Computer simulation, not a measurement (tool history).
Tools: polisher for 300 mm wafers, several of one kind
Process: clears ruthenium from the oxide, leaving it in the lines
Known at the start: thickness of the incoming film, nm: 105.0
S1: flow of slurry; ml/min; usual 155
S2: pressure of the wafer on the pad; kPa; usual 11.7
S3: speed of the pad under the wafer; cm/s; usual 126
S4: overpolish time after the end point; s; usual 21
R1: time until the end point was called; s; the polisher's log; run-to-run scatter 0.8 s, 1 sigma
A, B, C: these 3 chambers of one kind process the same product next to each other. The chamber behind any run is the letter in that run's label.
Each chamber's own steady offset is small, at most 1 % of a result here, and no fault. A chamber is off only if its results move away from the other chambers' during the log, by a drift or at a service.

run,hour,S1,S2,S3,S4,R1
# hour 3.4: chamber C: worn pad replaced by a new one
1B,4.0,155,11.7,126,21,98.812
2A,8.1,155,11.7,126,21,99.420
3C,11.5,155,11.7,126,21,99.516
4C,15.6,155,11.7,126,21,98.172
5B,19.9,190,8.3,126,21,138.020
6A,22.8,190,8.3,126,21,135.420
7B,27.3,190,8.3,126,21,136.570
8A,33.3,155,11.7,126,21,99.971
# hour 34.9: chamber B: worn pad replaced by a new one
9C,37.5,155,11.7,126,21,99.644
10C,40.8,155,11.7,126,21,97.400
11B,46.9,155,11.7,126,21,99.470
12A,49.6,155,11.7,126,21,99.530
13A,55.7,155,11.7,126,21,98.415
14C,61.6,155,11.7,126,21,98.940
15B,67.6,155,11.7,126,21,100.230
16C,72.2,155,11.7,126,17,98.553
17A,75.9,155,11.7,126,17,98.801
18B,81.7,155,11.7,126,17,99.454
19C,85.6,155,11.7,126,21,99.458
20B,90.4,155,11.7,126,21,98.669
21A,94.1,155,11.7,110,21,113.360
22B,98.9,155,11.7,110,21,114.030
23C,103.7,155,11.7,110,21,113.780
24A,107.1,155,11.7,126,21,98.776
25C,110.7,155,11.7,126,21,97.828
26A,114.8,155,11.7,126,21,100.740
27B,118.3,155,11.7,126,21,100.500
28B,121.6,110,7.6,126,21,164.230

For the next run the whole fleet of 3 chambers uses the same settings. Give each chamber's results:
29A,126.0,155,11.7,126,21,?
29B,126.0,155,11.7,126,21,?
29C,126.0,155,11.7,126,21,?

run,R1
29A,98.085
29B,100.020
29C,98.945
